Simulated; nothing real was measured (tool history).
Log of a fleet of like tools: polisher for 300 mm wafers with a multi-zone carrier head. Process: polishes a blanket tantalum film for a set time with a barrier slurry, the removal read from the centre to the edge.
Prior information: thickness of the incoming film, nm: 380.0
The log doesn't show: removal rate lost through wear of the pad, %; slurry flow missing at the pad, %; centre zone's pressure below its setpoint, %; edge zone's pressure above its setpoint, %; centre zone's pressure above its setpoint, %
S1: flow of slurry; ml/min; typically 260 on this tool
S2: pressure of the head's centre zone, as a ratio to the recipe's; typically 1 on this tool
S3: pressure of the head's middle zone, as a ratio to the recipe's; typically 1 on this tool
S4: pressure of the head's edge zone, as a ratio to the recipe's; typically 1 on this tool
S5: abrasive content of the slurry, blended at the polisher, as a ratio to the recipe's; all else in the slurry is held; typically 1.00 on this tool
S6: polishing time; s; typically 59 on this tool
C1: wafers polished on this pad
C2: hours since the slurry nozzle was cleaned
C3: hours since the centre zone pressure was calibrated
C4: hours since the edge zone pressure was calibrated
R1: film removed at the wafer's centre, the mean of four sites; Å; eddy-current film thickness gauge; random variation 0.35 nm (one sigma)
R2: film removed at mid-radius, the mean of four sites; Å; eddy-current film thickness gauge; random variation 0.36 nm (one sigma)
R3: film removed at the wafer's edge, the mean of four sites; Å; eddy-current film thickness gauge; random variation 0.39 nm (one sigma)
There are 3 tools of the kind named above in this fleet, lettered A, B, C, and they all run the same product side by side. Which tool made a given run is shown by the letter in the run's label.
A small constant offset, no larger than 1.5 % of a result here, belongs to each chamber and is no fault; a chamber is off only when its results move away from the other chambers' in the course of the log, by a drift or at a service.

Run 1A, day 0.217: usual settings; C1 860; C2 358.7; C3 209.7; C4 453.5. Result: R1 575.74 Å, R2 584.43 Å, R3 575.59 Å.
Run 2C, day 0.475: usual settings; C1 340; C2 69.9; C3 248.8; C4 18.4. Result: R1 576.22 Å, R2 567.75 Å, R3 571.16 Å.
Run 3B, day 0.608: usual settings; C1 425; C2 231.3; C3 152.8; C4 321.7. Result: R1 565.42 Å, R2 569.90 Å, R3 570.44 Å.
Run 4C, day 0.808: usual settings; C1 418; C2 77.9; C3 256.8; C4 26.4. Result: R1 573.01 Å, R2 575.86 Å, R3 573.38 Å.
Run 5B, day 0.979: usual settings; C1 512; C2 240.2; C3 161.7; C4 330.6. Result: R1 566.44 Å, R2 569.18 Å, R3 578.31 Å.
Run 6A, day 1.142: usual settings; C1 1078; C2 380.9; C3 231.9; C4 475.7. Result: R1 575.99 Å, R2 579.33 Å, R3 576.46 Å.
Run 7C, day 1.304: usual settings; C1 535; C2 89.8; C3 268.7; C4 38.3. Result: R1 570.60 Å, R2 575.81 Å, R3 572.72 Å.
Run 8A, day 1.542: usual settings; C1 1172; C2 390.5; C3 241.5; C4 485.3. Result: R1 581.84 Å, R2 578.37 Å, R3 575.38 Å.
At day 1.671: chamber A: worn pad replaced by a new one.
Run 9B, day 1.779: usual settings; C1 701; C2 259.4; C3 180.9; C4 349.8. Result: R1 566.06 Å, R2 566.04 Å, R3 577.22 Å.
Run 10C, day 2.033: usual settings; C1 707; C2 107.3; C3 286.2; C4 55.8. Result: R1 571.19 Å, R2 573.04 Å, R3 576.37 Å.
Run 11B, day 2.229: usual settings but S6 49 s; C1 807; C2 270.2; C3 191.7; C4 360.6. Result: R1 471.64 Å, R2 465.74 Å, R3 470.74 Å.
Run 12A, day 2.488: usual settings but S6 49 s; C1 193; C2 413.2; C3 264.2; C4 508.0. Result: R1 475.98 Å, R2 479.13 Å, R3 475.97 Å.
Run 13B, day 2.733: usual settings but S6 49 s; C1 926; C2 282.3; C3 203.8; C4 372.7. Result: R1 469.03 Å, R2 470.16 Å, R3 470.52 Å.
At day 2.921: chamber B: worn pad replaced by a new one.
Run 14A, day 2.933: usual settings; C1 298; C2 423.9; C3 274.9; C4 518.7. Result: R1 559.37 Å, R2 584.16 Å, R3 574.17 Å.
Run 15C, day 3.050: usual settings; C1 947; C2 131.7; C3 310.6; C4 80.2. Result: R1 567.66 Å, R2 573.88 Å, R3 572.54 Å.
At day 3.100: chamber B: slurry nozzle cleaned.
Run 16B, day 3.304: usual settings; C1 90; C2 5.0; C3 217.5; C4 386.4. Result: R1 570.80 Å, R2 576.69 Å, R3 564.80 Å.
Run 17A, day 3.533: usual settings; C1 440; C2 438.3; C3 289.3; C4 533.1. Result: R1 559.14 Å, R2 582.70 Å, R3 575.21 Å.
At day 3.671: chamber C: worn pad replaced by a new one.
Run 18C, day 3.721: usual settings but S1 290 ml/min; C1 12; C2 147.8; C3 326.7; C4 96.3. Result: R1 581.04 Å, R2 579.60 Å, R3 578.28 Å.
Run 19B, day 3.933: usual settings but S1 290 ml/min; C1 238; C2 20.1; C3 232.6; C4 401.5. Result: R1 581.77 Å, R2 565.59 Å, R3 576.72 Å.
Run 20C, day 4.050: usual settings but S1 290 ml/min; C1 89; C2 155.7; C3 334.6; C4 104.2. Result: R1 582.84 Å, R2 578.93 Å, R3 569.80 Å.
Run 21A, day 4.212: usual settings; C1 600; C2 454.6; C3 305.6; C4 549.4. Result: R1 550.13 Å, R2 584.41 Å, R3 573.82 Å.
At day 4.283: chamber A: slurry nozzle cleaned.
Run 22A, day 4.412: usual settings; C1 647; C2 3.1; C3 310.4; C4 554.2. Result: R1 545.92 Å, R2 576.19 Å, R3 566.45 Å.
Run 23C, day 4.592: usual settings; C1 217; C2 168.7; C3 347.6; C4 117.2. Result: R1 574.02 Å, R2 571.48 Å, R3 566.00 Å.
Run 24B, day 4.742: usual settings; C1 429; C2 39.5; C3 252.0; C4 420.9. Result: R1 566.35 Å, R2 565.49 Å, R3 571.00 Å.
Run 25B, day 4.967: usual settings; C1 482; C2 44.9; C3 257.4; C4 426.3. Result: R1 567.00 Å, R2 565.43 Å, R3 567.48 Å.
Run 26A, day 5.142: usual settings; C1 819; C2 20.6; C3 327.9; C4 571.7. Result: R1 535.76 Å, R2 581.84 Å, R3 577.17 Å.
Run 27C, day 5.279: usual settings; C1 379; C2 185.2; C3 364.1; C4 133.7. Result: R1 576.86 Å, R2 571.35 Å, R3 569.55 Å.
Run 28C, day 5.475: usual settings but S1 320 ml/min, S6 67 s; C1 425; C2 189.9; C3 368.8; C4 138.4. Result: R1 668.74 Å, R2 664.11 Å, R3 666.43 Å.
Run 29A, day 5.679: usual settings but S1 320 ml/min, S6 67 s; C1 946; C2 33.5; C3 340.8; C4 584.6. Result: R1 616.06 Å, R2 678.91 Å, R3 662.94 Å.
Run 30B, day 5.808: usual settings but S1 320 ml/min, S6 67 s; C1 681; C2 65.1; C3 277.6; C4 446.5. Result: R1 650.03 Å, R2 657.86 Å, R3 656.85 Å.

Is one chamber off against the others, does the gauge drift, or is nothing wrong? If a chamber is off, say which, and what the likeliest cause is.

Chamber A drifts away from the others.
Likeliest cause: centre zone's pressure below its setpoint, % = 7.73.

Chamber A could run next with any of the 4 candidate recipes listed below; each alters the usual settings, and their results appear as question marks. Which one brings its results back in line with what the other chambers deliver on the usual settings?
A result is in line if it is within this distance of the other chambers' mean on the usual settings: R1 12.00 Å; R2 13.00 Å; R3 14.00 Å
Run 31A-1, day 6.000: usual settings but S2 0.98, S3 1.01, S4 1.01. Result: R1 ?, R2 ?, R3 ?.
Run 31A-2, day 6.000: usual settings but S1 255 ml/min, S2 0.93, S3 1.02, S4 1.02. Result: R1 ?, R2 ?, R3 ?.
Run 31A-3, day 6.000: usual settings but S2 1.02, S3 0.99, S4 0.99. Result: R1 ?, R2 ?, R3 ?.
Run 31A-4, day 6.000: usual settings but S1 265 ml/min, S2 1.07, S3 0.98, S4 0.98. Result: R1 ?, R2 ?, R3 ?.

Other chambers, usual settings, mean: R1 569.69 Å; R2 569.69 Å; R3 570.17 Å
  run      R1      R2      R3
31A-1  513.09  587.21  574.42
31A-2  482.53  591.33  576.38
31A-3  536.54  576.56  568.56
31A-4  567.24  572.35  566.54
It is 31A-4 that realigns the chamber with its peers.
